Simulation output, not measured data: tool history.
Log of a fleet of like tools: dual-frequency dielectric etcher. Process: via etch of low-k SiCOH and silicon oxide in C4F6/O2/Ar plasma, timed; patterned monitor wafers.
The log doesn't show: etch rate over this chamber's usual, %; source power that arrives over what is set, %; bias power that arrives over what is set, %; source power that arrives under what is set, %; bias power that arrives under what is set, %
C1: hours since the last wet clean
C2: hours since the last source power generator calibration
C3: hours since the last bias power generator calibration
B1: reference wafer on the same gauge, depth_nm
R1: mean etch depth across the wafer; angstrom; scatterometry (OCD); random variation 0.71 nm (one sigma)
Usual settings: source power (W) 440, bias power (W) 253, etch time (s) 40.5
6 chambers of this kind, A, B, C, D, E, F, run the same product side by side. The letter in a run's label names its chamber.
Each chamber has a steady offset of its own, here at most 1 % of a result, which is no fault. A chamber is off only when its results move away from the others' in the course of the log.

{"run": "1F", "hour": 4.3, "source power (W)": 440, "bias power (W)": 253, "etch time (s)": 40.5, "C1": 117, "C2": 1259.4, "C3": 3671.7, "B1": 104.95, "R1": 1101.4}
{"run": "2A", "hour": 7.9, "source power (W)": 440, "bias power (W)": 253, "etch time (s)": 40.5, "C1": 133.1, "C2": 2296.8, "C3": 3458.7, "B1": 105.09, "R1": 1109.7}
{"hour": 8.8, "done": "chamber B: bias power generator calibrated"}
{"run": "3E", "hour": 10.5, "source power (W)": 440, "bias power (W)": 253, "etch time (s)": 40.5, "C1": 210.3, "C2": 96.5, "C3": 1468.8, "B1": 105.24, "R1": 1109.1}
{"run": "4C", "hour": 15.2, "source power (W)": 440, "bias power (W)": 253, "etch time (s)": 40.5, "C1": 322.8, "C2": 3039, "C3": 2231.2, "B1": 105.02, "R1": 1099.6}
{"run": "5B", "hour": 18.1, "source power (W)": 440, "bias power (W)": 253, "etch time (s)": 40.5, "C1": 291.3, "C2": 2385.1, "C3": 9.3, "B1": 105.12, "R1": 1105.7}
{"run": "6D", "hour": 22.8, "source power (W)": 440, "bias power (W)": 253, "etch time (s)": 40.5, "C1": 365.9, "C2": 1342.1, "C3": 215.9, "B1": 105.09, "R1": 1115.9}
{"run": "7A", "hour": 26.8, "source power (W)": 440, "bias power (W)": 253, "etch time (s)": 40.5, "C1": 152, "C2": 2315.7, "C3": 3477.6, "B1": 105.08, "R1": 1106.8}
{"run": "8E", "hour": 31.2, "source power (W)": 440, "bias power (W)": 253, "etch time (s)": 40.5, "C1": 231, "C2": 117.2, "C3": 1489.5, "B1": 105.04, "R1": 1095.6}
{"run": "9C", "hour": 35.1, "source power (W)": 440, "bias power (W)": 211, "etch time (s)": 47.5, "C1": 342.7, "C2": 3058.9, "C3": 2251.1, "B1": 104.9, "R1": 1223}
{"run": "10D", "hour": 37.9, "source power (W)": 440, "bias power (W)": 211, "etch time (s)": 47.5, "C1": 381, "C2": 1357.2, "C3": 231, "B1": 105.14, "R1": 1233.5}
{"run": "11F", "hour": 42.5, "source power (W)": 440, "bias power (W)": 211, "etch time (s)": 47.5, "C1": 155.2, "C2": 1297.6, "C3": 3709.9, "B1": 105.03, "R1": 1220.5}
{"run": "12B", "hour": 45.3, "source power (W)": 440, "bias power (W)": 211, "etch time (s)": 47.5, "C1": 318.5, "C2": 2412.3, "C3": 36.5, "B1": 104.95, "R1": 1219.7}
{"run": "13C", "hour": 49.1, "source power (W)": 440, "bias power (W)": 211, "etch time (s)": 47.5, "C1": 356.7, "C2": 3072.9, "C3": 2265.1, "B1": 104.93, "R1": 1237}
{"run": "14A", "hour": 53.9, "source power (W)": 440, "bias power (W)": 211, "etch time (s)": 47.5, "C1": 179.1, "C2": 2342.8, "C3": 3504.7, "B1": 105.13, "R1": 1217.9}
{"run": "15B", "hour": 56.2, "source power (W)": 530, "bias power (W)": 253, "etch time (s)": 40.5, "C1": 329.4, "C2": 2423.2, "C3": 47.4, "B1": 104.97, "R1": 1186}
{"run": "16D", "hour": 59.6, "source power (W)": 530, "bias power (W)": 253, "etch time (s)": 40.5, "C1": 402.7, "C2": 1378.9, "C3": 252.7, "B1": 104.93, "R1": 1184.2}
{"run": "17E", "hour": 62.8, "source power (W)": 530, "bias power (W)": 253, "etch time (s)": 40.5, "C1": 262.6, "C2": 148.8, "C3": 1521.1, "B1": 104.87, "R1": 1175.1}
{"run": "18F", "hour": 67.4, "source power (W)": 530, "bias power (W)": 253, "etch time (s)": 40.5, "C1": 180.1, "C2": 1322.5, "C3": 3734.8, "B1": 104.95, "R1": 1191.4}
{"run": "19B", "hour": 72.1, "source power (W)": 530, "bias power (W)": 253, "etch time (s)": 40.5, "C1": 345.3, "C2": 2439.1, "C3": 63.3, "B1": 105.12, "R1": 1187.1}
{"run": "20F", "hour": 76.6, "source power (W)": 530, "bias power (W)": 253, "etch time (s)": 40.5, "C1": 189.3, "C2": 1331.7, "C3": 3744, "B1": 104.98, "R1": 1201}
{"run": "21C", "hour": 81.1, "source power (W)": 510, "bias power (W)": 253, "etch time (s)": 35, "C1": 388.7, "C2": 3104.9, "C3": 2297.1, "B1": 105.06, "R1": 1018.7}
{"run": "22A", "hour": 83.9, "source power (W)": 510, "bias power (W)": 253, "etch time (s)": 35, "C1": 209.1, "C2": 2372.8, "C3": 3534.7, "B1": 105.02, "R1": 1012.3}
{"run": "23D", "hour": 87.4, "source power (W)": 510, "bias power (W)": 253, "etch time (s)": 35, "C1": 430.5, "C2": 1406.7, "C3": 280.5, "B1": 104.91, "R1": 1014.2}
{"run": "24E", "hour": 90.7, "source power (W)": 510, "bias power (W)": 253, "etch time (s)": 35, "C1": 290.5, "C2": 176.7, "C3": 1549, "B1": 104.92, "R1": 1004.2}
{"run": "25A", "hour": 94.3, "source power (W)": 510, "bias power (W)": 253, "etch time (s)": 35, "C1": 219.5, "C2": 2383.2, "C3": 3545.1, "B1": 105.16, "R1": 1012.4}
{"run": "26C", "hour": 97.3, "source power (W)": 510, "bias power (W)": 253, "etch time (s)": 35, "C1": 404.9, "C2": 3121.1, "C3": 2313.3, "B1": 105.08, "R1": 1020.6}
{"run": "27B", "hour": 100.8, "source power (W)": 440, "bias power (W)": 253, "etch time (s)": 40.5, "C1": 374, "C2": 2467.8, "C3": 92, "B1": 104.96, "R1": 1110.2}
{"run": "28F", "hour": 105.1, "source power (W)": 440, "bias power (W)": 253, "etch time (s)": 40.5, "C1": 217.8, "C2": 1360.2, "C3": 3772.5, "B1": 105.08, "R1": 1109}
{"run": "29D", "hour": 108.7, "source power (W)": 440, "bias power (W)": 253, "etch time (s)": 40.5, "C1": 451.8, "C2": 1428, "C3": 301.8, "B1": 105.22, "R1": 1104.6}
{"run": "30E", "hour": 112.4, "source power (W)": 440, "bias power (W)": 227, "etch time (s)": 32.5, "C1": 312.2, "C2": 198.4, "C3": 1570.7, "B1": 105.03, "R1": 855.35}
{"run": "31A", "hour": 115.3, "source power (W)": 440, "bias power (W)": 227, "etch time (s)": 32.5, "C1": 240.5, "C2": 2404.2, "C3": 3566.1, "B1": 105.02, "R1": 854.77}
{"run": "32B", "hour": 118.9, "source power (W)": 440, "bias power (W)": 227, "etch time (s)": 32.5, "C1": 392.1, "C2": 2485.9, "C3": 110.1, "B1": 104.71, "R1": 853.97}
{"run": "33F", "hour": 122.2, "source power (W)": 440, "bias power (W)": 227, "etch time (s)": 32.5, "C1": 234.9, "C2": 1377.3, "C3": 3789.6, "B1": 105.06, "R1": 851.72}
{"run": "34D", "hour": 126.9, "source power (W)": 440, "bias power (W)": 227, "etch time (s)": 32.5, "C1": 470, "C2": 1446.2, "C3": 320, "B1": 105.05, "R1": 851.51}
{"run": "35E", "hour": 130.1, "source power (W)": 440, "bias power (W)": 227, "etch time (s)": 32.5, "C1": 329.9, "C2": 216.1, "C3": 1588.4, "B1": 104.95, "R1": 846.01}
{"run": "36C", "hour": 134.4, "source power (W)": 440, "bias power (W)": 253, "etch time (s)": 40.5, "C1": 442, "C2": 3158.2, "C3": 2350.4, "B1": 105.24, "R1": 1109.5}
{"run": "37E", "hour": 138.6, "source power (W)": 440, "bias power (W)": 253, "etch time (s)": 40.5, "C1": 338.4, "C2": 224.6, "C3": 1596.9, "B1": 104.99, "R1": 1112.8}
{"run": "38C", "hour": 141.7, "source power (W)": 440, "bias power (W)": 253, "etch time (s)": 40.5, "C1": 449.3, "C2": 3165.5, "C3": 2357.7, "B1": 104.9, "R1": 1126}
{"run": "39B", "hour": 145.3, "source power (W)": 440, "bias power (W)": 253, "etch time (s)": 40.5, "C1": 418.5, "C2": 2512.3, "C3": 136.5, "B1": 104.99, "R1": 1113.9}
{"run": "40D", "hour": 147.5, "source power (W)": 440, "bias power (W)": 253, "etch time (s)": 40.5, "C1": 490.6, "C2": 1466.8, "C3": 340.6, "B1": 105, "R1": 1104.6}
{"run": "41F", "hour": 151.6, "source power (W)": 440, "bias power (W)": 253, "etch time (s)": 40.5, "C1": 264.3, "C2": 1406.7, "C3": 3819, "B1": 104.99, "R1": 1112.1}

Next, every chamber runs the same settings. What will each give?
{"run": "42A", "hour": 155.1, "source power (W)": 440, "bias power (W)": 253, "etch time (s)": 40.5, "R1": "?"}
{"run": "42B", "hour": 155.1, "source power (W)": 440, "bias power (W)": 253, "etch time (s)": 40.5, "R1": "?"}
{"run": "42C", "hour": 155.1, "source power (W)": 440, "bias power (W)": 253, "etch time (s)": 40.5, "R1": "?"}
{"run": "42D", "hour": 155.1, "source power (W)": 440, "bias power (W)": 253, "etch time (s)": 40.5, "R1": "?"}
{"run": "42E", "hour": 155.1, "source power (W)": 440, "bias power (W)": 253, "etch time (s)": 40.5, "R1": "?"}
{"run": "42F", "hour": 155.1, "source power (W)": 440, "bias power (W)": 253, "etch time (s)": 40.5, "R1": "?"}

run=42A R1=1117.1
run=42B R1=1108.2
run=42C R1=1115.1
run=42D R1=1118.9
run=42E R1=1100
run=42F R1=1110.3

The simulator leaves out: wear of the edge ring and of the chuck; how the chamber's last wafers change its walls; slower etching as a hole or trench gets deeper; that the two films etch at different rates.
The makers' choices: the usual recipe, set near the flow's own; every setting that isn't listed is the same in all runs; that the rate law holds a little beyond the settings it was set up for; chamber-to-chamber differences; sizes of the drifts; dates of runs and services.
